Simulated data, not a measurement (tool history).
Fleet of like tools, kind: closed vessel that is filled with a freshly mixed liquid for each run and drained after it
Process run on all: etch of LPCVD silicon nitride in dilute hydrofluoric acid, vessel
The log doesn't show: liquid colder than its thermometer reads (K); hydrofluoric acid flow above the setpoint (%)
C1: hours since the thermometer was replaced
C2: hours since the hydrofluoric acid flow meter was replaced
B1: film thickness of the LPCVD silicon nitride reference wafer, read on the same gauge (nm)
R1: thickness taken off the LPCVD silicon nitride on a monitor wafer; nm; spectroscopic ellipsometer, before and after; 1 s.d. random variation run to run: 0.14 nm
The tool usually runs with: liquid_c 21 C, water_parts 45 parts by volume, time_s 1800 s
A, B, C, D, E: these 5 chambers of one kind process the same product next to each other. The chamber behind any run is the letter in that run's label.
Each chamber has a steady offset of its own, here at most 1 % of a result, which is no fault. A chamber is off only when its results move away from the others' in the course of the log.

{"run": "1D", "hour": 5.5, "liquid_c": 21, "water_parts": 45, "time_s": 1800, "C1": 1258.9, "C2": 1774.2, "B1": 140, "R1": 17.618}
{"run": "2A", "hour": 15.7, "liquid_c": 21, "water_parts": 45, "time_s": 1800, "C1": 799.3, "C2": 875.1, "B1": 139.99, "R1": 17.991}
{"run": "3C", "hour": 22.3, "liquid_c": 21, "water_parts": 45, "time_s": 1800, "C1": 1014.8, "C2": 2286.3, "B1": 140.01, "R1": 17.743}
{"run": "4B", "hour": 30.4, "liquid_c": 21, "water_parts": 45, "time_s": 1800, "C1": 993.7, "C2": 687.7, "B1": 139.99, "R1": 17.952}
{"run": "5E", "hour": 37.4, "liquid_c": 21, "water_parts": 45, "time_s": 1800, "C1": 369, "C2": 528.5, "B1": 139.98, "R1": 17.707}
{"run": "6A", "hour": 43.0, "liquid_c": 21, "water_parts": 45, "time_s": 1800, "C1": 826.6, "C2": 902.4, "B1": 140.01, "R1": 18.129}
{"run": "7C", "hour": 53.3, "liquid_c": 21, "water_parts": 45, "time_s": 1800, "C1": 1045.8, "C2": 2317.3, "B1": 139.99, "R1": 17.952}
{"hour": 56.1, "done": "chamber D: thermometer replaced"}
{"run": "8D", "hour": 59.9, "liquid_c": 21, "water_parts": 45, "time_s": 890, "C1": 3.8, "C2": 1828.6, "B1": 139.98, "R1": 8.7337}
{"run": "9B", "hour": 66.4, "liquid_c": 21, "water_parts": 45, "time_s": 890, "C1": 1029.7, "C2": 723.7, "B1": 140.03, "R1": 8.8271}
{"run": "10E", "hour": 75.6, "liquid_c": 21, "water_parts": 45, "time_s": 890, "C1": 407.2, "C2": 566.7, "B1": 140.03, "R1": 8.8826}
{"run": "11C", "hour": 81.5, "liquid_c": 21, "water_parts": 45, "time_s": 890, "C1": 1074, "C2": 2345.5, "B1": 139.99, "R1": 8.7341}
{"run": "12E", "hour": 88.5, "liquid_c": 21, "water_parts": 45, "time_s": 890, "C1": 420.1, "C2": 579.6, "B1": 140.01, "R1": 8.7108}
{"run": "13A", "hour": 98.8, "liquid_c": 17.5, "water_parts": 45, "time_s": 955, "C1": 882.4, "C2": 958.2, "B1": 140.01, "R1": 7.4467}
{"run": "14D", "hour": 107.8, "liquid_c": 17.5, "water_parts": 45, "time_s": 955, "C1": 51.7, "C2": 1876.5, "B1": 140.03, "R1": 7.3152}
{"run": "15B", "hour": 115.5, "liquid_c": 17.5, "water_parts": 45, "time_s": 955, "C1": 1078.8, "C2": 772.8, "B1": 139.99, "R1": 7.3988}
{"run": "16E", "hour": 123.0, "liquid_c": 17.5, "water_parts": 45, "time_s": 955, "C1": 454.6, "C2": 614.1, "B1": 140.02, "R1": 7.3896}
{"hour": 123.8, "done": "chamber C: hydrofluoric acid flow meter replaced"}
{"run": "17D", "hour": 131.5, "liquid_c": 17.5, "water_parts": 45, "time_s": 955, "C1": 75.4, "C2": 1900.2, "B1": 139.98, "R1": 7.381}
{"run": "18C", "hour": 139.4, "liquid_c": 21, "water_parts": 45, "time_s": 1800, "C1": 1131.9, "C2": 15.6, "B1": 139.98, "R1": 17.871}
{"hour": 146.2, "done": "chamber D: hydrofluoric acid flow meter replaced"}
{"run": "19B", "hour": 149.1, "liquid_c": 21, "water_parts": 45, "time_s": 1800, "C1": 1112.4, "C2": 806.4, "B1": 140, "R1": 18.19}
{"run": "20A", "hour": 156.8, "liquid_c": 21, "water_parts": 45, "time_s": 1800, "C1": 940.4, "C2": 1016.2, "B1": 139.97, "R1": 17.979}
{"run": "21E", "hour": 162.1, "liquid_c": 17.5, "water_parts": 45, "time_s": 1800, "C1": 493.7, "C2": 653.2, "B1": 140.02, "R1": 14.029}
{"run": "22A", "hour": 172.2, "liquid_c": 17.5, "water_parts": 45, "time_s": 1800, "C1": 955.8, "C2": 1031.6, "B1": 139.96, "R1": 14.059}
{"run": "23D", "hour": 177.5, "liquid_c": 17.5, "water_parts": 45, "time_s": 1800, "C1": 121.4, "C2": 31.3, "B1": 140.01, "R1": 13.85}
{"run": "24C", "hour": 187.2, "liquid_c": 17.5, "water_parts": 45, "time_s": 1800, "C1": 1179.7, "C2": 63.4, "B1": 140.05, "R1": 13.952}
{"run": "25B", "hour": 196.0, "liquid_c": 17.5, "water_parts": 45, "time_s": 1800, "C1": 1159.3, "C2": 853.3, "B1": 140, "R1": 13.916}
{"run": "26A", "hour": 202.1, "liquid_c": 21, "water_parts": 45, "time_s": 1800, "C1": 985.7, "C2": 1061.5, "B1": 139.98, "R1": 17.739}
{"run": "27D", "hour": 212.4, "liquid_c": 21, "water_parts": 45, "time_s": 1800, "C1": 156.3, "C2": 66.2, "B1": 140, "R1": 17.757}
{"run": "28E", "hour": 220.7, "liquid_c": 17, "water_parts": 30, "time_s": 1800, "C1": 552.3, "C2": 711.8, "B1": 140.01, "R1": 19.623}
{"run": "29C", "hour": 229.1, "liquid_c": 17, "water_parts": 30, "time_s": 1800, "C1": 1221.6, "C2": 105.3, "B1": 140, "R1": 20.098}
{"run": "30B", "hour": 239.6, "liquid_c": 17, "water_parts": 30, "time_s": 1800, "C1": 1202.9, "C2": 896.9, "B1": 140.01, "R1": 19.916}
{"run": "31E", "hour": 244.5, "liquid_c": 17, "water_parts": 30, "time_s": 1800, "C1": 576.1, "C2": 735.6, "B1": 140, "R1": 20.138}
{"hour": 245.5, "done": "chamber A: hydrofluoric acid flow meter replaced"}
{"run": "32A", "hour": 252.8, "liquid_c": 17, "water_parts": 30, "time_s": 1800, "C1": 1036.4, "C2": 7.3, "B1": 140.04, "R1": 19.952}
{"run": "33D", "hour": 262.4, "liquid_c": 21, "water_parts": 45, "time_s": 1800, "C1": 206.3, "C2": 116.2, "B1": 140.01, "R1": 17.589}
{"run": "34B", "hour": 267.7, "liquid_c": 21, "water_parts": 45, "time_s": 1800, "C1": 1231, "C2": 925, "B1": 139.96, "R1": 18.093}

For the next run the whole fleet of 5 chambers uses the same settings. Give each chamber's results:
{"run": "35A", "hour": 275.2, "liquid_c": 21, "water_parts": 45, "time_s": 1800, "R1": "?"}
{"run": "35B", "hour": 275.2, "liquid_c": 21, "water_parts": 45, "time_s": 1800, "R1": "?"}
{"run": "35C", "hour": 275.2, "liquid_c": 21, "water_parts": 45, "time_s": 1800, "R1": "?"}
{"run": "35D", "hour": 275.2, "liquid_c": 21, "water_parts": 45, "time_s": 1800, "R1": "?"}
{"run": "35E", "hour": 275.2, "liquid_c": 21, "water_parts": 45, "time_s": 1800, "R1": "?"}

run=35A R1=17.924
run=35B R1=18.021
run=35C R1=17.662
run=35D R1=17.789
run=35E R1=17.851

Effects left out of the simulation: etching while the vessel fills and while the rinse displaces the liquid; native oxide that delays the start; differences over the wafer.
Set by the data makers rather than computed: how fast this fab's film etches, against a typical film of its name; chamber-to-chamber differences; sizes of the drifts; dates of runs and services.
